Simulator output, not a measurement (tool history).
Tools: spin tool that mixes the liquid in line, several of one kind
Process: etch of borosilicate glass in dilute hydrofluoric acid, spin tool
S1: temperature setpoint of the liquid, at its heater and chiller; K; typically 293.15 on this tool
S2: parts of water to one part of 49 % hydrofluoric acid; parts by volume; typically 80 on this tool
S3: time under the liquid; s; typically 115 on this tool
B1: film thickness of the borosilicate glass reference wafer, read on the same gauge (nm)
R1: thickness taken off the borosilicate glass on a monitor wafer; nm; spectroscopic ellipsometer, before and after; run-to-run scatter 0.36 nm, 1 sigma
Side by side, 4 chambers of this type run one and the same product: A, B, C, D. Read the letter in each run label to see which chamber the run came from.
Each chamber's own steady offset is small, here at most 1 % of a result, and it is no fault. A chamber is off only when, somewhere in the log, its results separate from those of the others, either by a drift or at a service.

| run | hour | S1 | S2 | S3 | B1 | R1 |
|---|---|---|---|---|---|---|
| 1B | 11.4 | 293.15 | 80 | 115 | 29.962 | 37.884 |
| 2A | 17.3 | 293.15 | 80 | 115 | 30.006 | 38.91 |
| 3D | 23.9 | 293.15 | 80 | 115 | 29.97 | 38.684 |
| 4C | 30.6 | 293.15 | 80 | 115 | 29.993 | 37.613 |
| 5C | 40.1 | 293.15 | 80 | 115 | 30.023 | 37.503 |
| 6D | 48.3 | 293.15 | 80 | 115 | 30.003 | 37.592 |
| 7B | 55 | 293.15 | 80 | 115 | 29.961 | 38.088 |
| 8A | 62.7 | 290.15 | 80 | 115 | 29.992 | 33.694 |
| 9B | 74.3 | 290.15 | 80 | 115 | 29.97 | 33.79 |
| 10C | 84.4 | 290.15 | 80 | 115 | 29.982 | 33.606 |
| 11A | 90.6 | 290.15 | 80 | 115 | 30.054 | 33.855 |
| 12D | 99.7 | 293.15 | 80 | 115 | 30.018 | 38.122 |
| 13D | 108.9 | 293.15 | 80 | 115 | 30.049 | 38.012 |
| 14C | 120.7 | 293.15 | 80 | 115 | 29.967 | 38.021 |
|  | 124 | chamber B: hydrofluoric acid flow meter replaced |
| 15A | 128.1 | 293.15 | 80 | 115 | 30.024 | 38.172 |
| 16B | 138 | 293.15 | 80 | 115 | 30.005 | 38.331 |
| 17A | 147.2 | 293.15 | 80 | 115 | 29.973 | 38.027 |
| 18D | 156.4 | 293.15 | 80 | 115 | 30.063 | 37.922 |
| 19B | 164.1 | 293.15 | 80 | 115 | 29.985 | 38.324 |
| 20C | 170.4 | 290.15 | 80 | 115 | 30.027 | 33.647 |
| 21A | 179.6 | 290.15 | 80 | 115 | 30.013 | 32.858 |
|  | 182.4 | chamber B: thermometer replaced |
| 22B | 187.4 | 290.15 | 80 | 115 | 30.001 | 33.896 |
| 23C | 199.1 | 290.15 | 80 | 115 | 29.981 | 33.52 |
| 24D | 205.1 | 293.15 | 80 | 115 | 29.984 | 38.228 |
| 25C | 216.9 | 293.15 | 80 | 115 | 29.989 | 38.124 |
| 26A | 224.5 | 293.15 | 80 | 115 | 29.986 | 37.35 |
| 27B | 235.1 | 293.15 | 65 | 115 | 30.012 | 47.291 |
| 28D | 243.6 | 293.15 | 65 | 115 | 30.015 | 47.559 |
| 29A | 254.7 | 293.15 | 65 | 115 | 30.026 | 45.688 |
| 30C | 266.9 | 293.15 | 65 | 115 | 30.045 | 48.24 |
| 31D | 278.8 | 293.15 | 80 | 115 | 29.984 | 38.171 |
| 32B | 289.1 | 293.15 | 80 | 115 | 30.02 | 38.571 |
| 33A | 297.7 | 293.15 | 80 | 115 | 30.023 | 36.087 |
| 34D | 307.2 | 293.15 | 80 | 115 | 29.966 | 38.14 |
| 35B | 317.9 | 293.15 | 80 | 115 | 30.014 | 39.07 |
| 36C | 329.3 | 298.15 | 80 | 115 | 29.969 | 46.699 |
| 37B | 341.3 | 298.15 | 80 | 115 | 30.025 | 46.275 |
| 38A | 353.3 | 298.15 | 80 | 115 | 30 | 43.539 |
| 39D | 364.8 | 298.15 | 80 | 115 | 29.962 | 46.041 |
| 40C | 372.3 | 293.15 | 80 | 115 | 30.027 | 37.758 |
| 41D | 379.1 | 293.15 | 80 | 115 | 30.017 | 38.244 |
| 42A | 388.3 | 293.15 | 80 | 115 | 30.064 | 35.511 |
| 43B | 399.6 | 293.15 | 80 | 115 | 29.963 | 38.222 |
| 44C | 406.9 | 293.15 | 80 | 115 | 30.02 | 37.667 |

Is one chamber out of step, is the gauge drifting, or do the chambers differ by no more than their own small offsets? For an off chamber, give its letter and the likeliest cause.

It is chamber A that slowly wanders off from its peers.
Most likely cause: liquid colder than its thermometer reads (K) = 2.2.
The log might look much the same if the cause were instead: hydrofluoric acid flow below the setpoint (%).

Here are 4 candidates for chamber A's next run, each the usual settings with a change, their results left as question marks. Which one brings its results back in line with what the others give on the usual settings?
Allowed miss from the other chambers' usual-settings mean, per result, to count as in line: R1 1.3 nm
| 45A-1 | 415.6 | 293.15 | 75 | 125 |  | ? |
| 45A-2 | 415.6 | 292.65 | 80 | 100 |  | ? |
| 45A-3 | 415.6 | 291.15 | 80 | 115 |  | ? |
| 45A-4 | 415.6 | 295.15 | 80 | 115 |  | ? |

On the usual settings, the other chambers give on average: R1 38.208 nm
| run | R1 |
|---|---|
| 45A-1 | 41.109 |
| 45A-2 | 30.045 |
| 45A-3 | 32.428 |
| 45A-4 | 38.325 |
With 45A-4, the chamber falls back in line with the rest.

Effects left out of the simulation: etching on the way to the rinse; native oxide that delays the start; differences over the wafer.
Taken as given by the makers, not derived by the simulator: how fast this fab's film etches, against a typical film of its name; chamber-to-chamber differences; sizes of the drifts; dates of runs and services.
